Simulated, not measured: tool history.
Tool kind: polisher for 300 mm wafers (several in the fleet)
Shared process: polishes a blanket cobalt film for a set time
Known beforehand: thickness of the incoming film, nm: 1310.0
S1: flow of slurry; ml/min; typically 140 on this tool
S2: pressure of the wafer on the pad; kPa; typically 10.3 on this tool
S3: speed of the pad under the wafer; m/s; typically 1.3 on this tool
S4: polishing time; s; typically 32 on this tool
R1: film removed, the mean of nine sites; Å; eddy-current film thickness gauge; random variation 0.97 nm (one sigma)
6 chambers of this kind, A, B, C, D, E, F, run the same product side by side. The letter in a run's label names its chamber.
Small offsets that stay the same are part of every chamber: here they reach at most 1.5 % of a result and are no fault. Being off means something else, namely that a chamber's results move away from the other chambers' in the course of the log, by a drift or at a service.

Run 1D, hour 11.1: usual settings. Result: R1 1512.7 Å.
Run 2A, hour 19.4: usual settings. Result: R1 1516 Å.
Run 3C, hour 25.4: usual settings. Result: R1 1514.4 Å.
At hour 31.6: chamber F: worn pad replaced by a new one.
Run 4B, hour 34.6: usual settings. Result: R1 1556.5 Å.
Run 5E, hour 40.2: usual settings. Result: R1 1560 Å.
Run 6F, hour 48.5: usual settings. Result: R1 1559.8 Å.
Run 7E, hour 55.2: usual settings. Result: R1 1562 Å.
At hour 60.3: chamber A: worn pad replaced by a new one.
Run 8A, hour 60.8: usual settings. Result: R1 1519.4 Å.
Run 9B, hour 69.6: usual settings. Result: R1 1540.2 Å.
Run 10D, hour 74.8: usual settings. Result: R1 1556 Å.
Run 11F, hour 85.6: usual settings but S2 13.1 kPa, S3 1.02 m/s. Result: R1 1533.3 Å.
At hour 94.6: chamber E: head pressure recalibrated.
Run 12C, hour 95.2: usual settings but S2 13.1 kPa, S3 1.02 m/s. Result: R1 1516 Å.
At hour 96.1: chamber A: slurry nozzle cleaned.
At hour 100.8: chamber C: slurry nozzle cleaned.
At hour 102.4: chamber C: worn pad replaced by a new one.
Run 13C, hour 104.8: usual settings but S2 13.1 kPa, S3 1.02 m/s. Result: R1 1508.9 Å.
Run 14E, hour 113: usual settings but S2 13.1 kPa, S3 1.02 m/s. Result: R1 1670.9 Å.
At hour 123.1: chamber B: worn pad replaced by a new one.
Run 15F, hour 123.1: usual settings but S2 13.1 kPa, S3 1.02 m/s. Result: R1 1531.2 Å.
At hour 123.6: chamber E: slurry nozzle cleaned.
At hour 127.9: chamber D: slurry nozzle cleaned.
Run 16D, hour 128.5: usual settings but S2 13.1 kPa, S3 1.02 m/s. Result: R1 1540.1 Å.
Run 17B, hour 136.3: usual settings. Result: R1 1538.7 Å.
At hour 138.1: chamber A: worn pad replaced by a new one.
Run 18A, hour 145.4: usual settings. Result: R1 1531.9 Å.
Run 19F, hour 152.9: usual settings. Result: R1 1530 Å.
Run 20D, hour 163.1: usual settings but S4 23 s. Result: R1 1098.5 Å.
At hour 165.7: chamber F: worn pad replaced by a new one.
At hour 171: chamber B: head pressure recalibrated.
At hour 171.1: chamber A: head pressure recalibrated.
Run 21C, hour 173.8: usual settings but S4 23 s. Result: R1 1089.5 Å.
At hour 175.4: chamber D: worn pad replaced by a new one.
At hour 179.5: chamber F: slurry nozzle cleaned.
Run 22B, hour 180.8: usual settings but S4 23 s. Result: R1 1096.8 Å.
Run 23E, hour 188.9: usual settings but S4 23 s. Result: R1 1204.9 Å.
At hour 195.1: chamber E: worn pad replaced by a new one.
Run 24A, hour 196.5: usual settings but S4 23 s. Result: R1 1106.9 Å.
Run 25B, hour 205.1: usual settings but S4 23 s. Result: R1 1113.4 Å.
Run 26C, hour 215.1: usual settings. Result: R1 1538.4 Å.
At hour 218: chamber A: worn pad replaced by a new one.
Run 27A, hour 220.7: usual settings. Result: R1 1529.8 Å.
At hour 223.4: chamber C: worn pad replaced by a new one.
Run 28F, hour 229.2: usual settings but S3 1.02 m/s. Result: R1 1210.5 Å.
Run 29E, hour 237.7: usual settings but S3 1.02 m/s. Result: R1 1303.7 Å.
Run 30D, hour 244.3: usual settings but S3 1.02 m/s. Result: R1 1182.3 Å.
Run 31F, hour 249.9: usual settings but S3 1.02 m/s. Result: R1 1228 Å.
Run 32A, hour 255.2: usual settings but S3 1.02 m/s. Result: R1 1198.1 Å.
At hour 262.7: chamber B: worn pad replaced by a new one.
Run 33C, hour 264.3: usual settings but S3 1.02 m/s. Result: R1 1205.5 Å.
Run 34E, hour 270.3: usual settings but S4 26 s. Result: R1 1355.5 Å.
Run 35D, hour 280.3: usual settings but S4 26 s. Result: R1 1241.3 Å.
Run 36B, hour 286.5: usual settings but S4 26 s. Result: R1 1255.3 Å.
Run 37F, hour 292.6: usual settings but S4 26 s. Result: R1 1260.5 Å.
At hour 300.6: chamber C: slurry nozzle cleaned.
Run 38E, hour 301: usual settings but S4 26 s. Result: R1 1367.1 Å.
Run 39C, hour 308.9: usual settings but S4 26 s. Result: R1 1245.6 Å.

Decide between three cases: one chamber stands off from its peers, the gauge reading all wafers drifts, or nothing is wrong past each chamber's small offset. Where a chamber is off, say which and what most likely put it there.

A service on chamber E put it out of line with the rest.
Most likely cause: head's pressure above its setpoint, % = 7.78.

Which of the 4 candidates below, each the usual settings with something changed and its results left as question marks, puts chamber E back in line with what the other chambers give on the usual settings?
Maximum distance from the other chambers' mean on the usual settings for a result to count as in line: R1 34 Å
Run 40E-1, hour 317: usual settings but S1 145 ml/min, S3 1.52 m/s. Result: R1 ?.
Run 40E-2, hour 317: usual settings but S2 9.7 kPa, S4 29 s. Result: R1 ?.
Run 40E-3, hour 317: usual settings but S3 1.42 m/s. Result: R1 ?.
Run 40E-4, hour 317: usual settings but S3 1.24 m/s, S4 31 s. Result: R1 ?.

The mean the other chambers reach with the usual settings: R1 1535.6 Å
  run      R1
40E-1  1962.9
40E-2  1413.2
40E-3  1822.8
40E-4  1543.2
40E-4 puts the chamber back in line with the other chambers.

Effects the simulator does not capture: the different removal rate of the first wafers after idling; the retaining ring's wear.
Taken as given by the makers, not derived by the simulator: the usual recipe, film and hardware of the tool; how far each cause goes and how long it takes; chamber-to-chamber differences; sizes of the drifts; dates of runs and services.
